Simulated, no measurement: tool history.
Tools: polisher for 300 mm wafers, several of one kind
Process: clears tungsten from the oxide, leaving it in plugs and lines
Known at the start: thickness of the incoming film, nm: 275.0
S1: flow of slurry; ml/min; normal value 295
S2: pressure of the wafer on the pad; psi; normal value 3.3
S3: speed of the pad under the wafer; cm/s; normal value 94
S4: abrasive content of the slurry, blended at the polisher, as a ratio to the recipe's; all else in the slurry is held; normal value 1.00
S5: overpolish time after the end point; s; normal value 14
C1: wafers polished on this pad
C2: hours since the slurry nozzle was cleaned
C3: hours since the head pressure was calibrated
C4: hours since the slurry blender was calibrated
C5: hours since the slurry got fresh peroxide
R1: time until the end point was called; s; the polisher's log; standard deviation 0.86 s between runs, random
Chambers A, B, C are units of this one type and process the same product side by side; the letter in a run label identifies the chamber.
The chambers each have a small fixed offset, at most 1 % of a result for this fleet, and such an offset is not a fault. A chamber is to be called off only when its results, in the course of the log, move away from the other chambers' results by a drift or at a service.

run,hour,S1,S2,S3,S4,S5,C1,C2,C3,C4,C5,R1
1C,2.8,295,3.3,94,1.00,14,176,622.5,559.6,230.6,37.1,59.530
2B,6.3,295,3.3,94,1.00,14,1300,167.6,521.4,231.9,58.5,58.708
# hour 7.2: chamber C: slurry nozzle cleaned
3A,9.6,295,3.3,94,1.00,14,579,358.7,169.9,79.0,70.7,59.053
4A,13.5,295,3.3,94,1.00,14,607,362.6,173.8,82.9,74.6,58.919
5B,17.1,295,3.3,94,1.00,14,1379,178.4,532.2,242.7,69.3,57.168
6C,20.0,295,3.3,94,1.00,14,302,12.9,576.8,247.8,54.3,59.302
7C,24.6,295,3.3,94,1.00,14,336,17.5,581.4,252.4,58.9,61.422
8B,27.3,220,3.3,94,0.80,14,1453,188.6,542.4,252.9,79.5,63.379
9A,30.1,220,3.3,94,0.80,14,729,379.2,190.4,99.5,91.2,63.920
10C,32.9,220,3.3,94,0.80,14,396,25.8,589.7,260.7,67.2,65.548
11A,35.8,295,3.3,94,1.00,14,770,384.9,196.1,105.2,96.9,59.821
# hour 36.7: chamber B: slurry nozzle cleaned
12B,39.5,295,3.3,64,1.00,7,1543,2.8,554.6,265.1,91.7,85.577
# hour 42.8: chamber A: worn pad replaced by a new one
13C,43.7,295,3.3,64,1.00,7,475,36.6,600.5,271.5,78.0,90.481
14B,48.2,295,3.3,64,1.00,7,1606,11.5,563.3,273.8,100.4,82.853
15A,52.5,295,3.3,94,1.00,14,71,401.6,212.8,121.9,113.6,57.955
# hour 54.9: chamber B: worn pad replaced by a new one
16B,56.8,295,3.3,94,1.00,14,14,20.1,571.9,282.4,109.0,58.508
# hour 58.0: chamber C: slurry blender recalibrated
17A,59.8,295,3.3,94,1.00,14,124,408.9,220.1,129.2,120.9,59.613
18C,63.5,295,3.3,94,1.15,14,620,56.4,620.3,5.5,97.8,62.924
19B,66.8,295,3.3,94,1.15,14,87,30.1,581.9,292.4,119.0,56.144
20A,71.0,295,3.3,94,1.15,14,206,420.1,231.3,140.4,132.1,56.652
# hour 73.0: chamber C: worn pad replaced by a new one
21C,73.8,295,3.3,94,1.20,19,6,66.7,630.6,15.8,108.1,62.317
22A,78.1,295,3.3,94,1.20,19,258,427.2,238.4,147.5,139.2,54.800
23C,82.2,295,3.3,94,1.20,19,67,75.1,639.0,24.2,116.5,65.306
# hour 84.2: chamber B: head pressure recalibrated
24B,86.7,295,3.3,94,1.00,14,232,50.0,2.5,312.3,138.9,58.358

The same settings go to every chamber for the next run, one line per chamber below. Forecast the results for each:
25A,90.1,295,2.7,94,1.00,14,,,,,,?
25B,90.1,295,2.7,94,1.00,14,,,,,,?
25C,90.1,295,2.7,94,1.00,14,,,,,,?

run,R1
25A,69.831
25B,69.435
25C,86.416
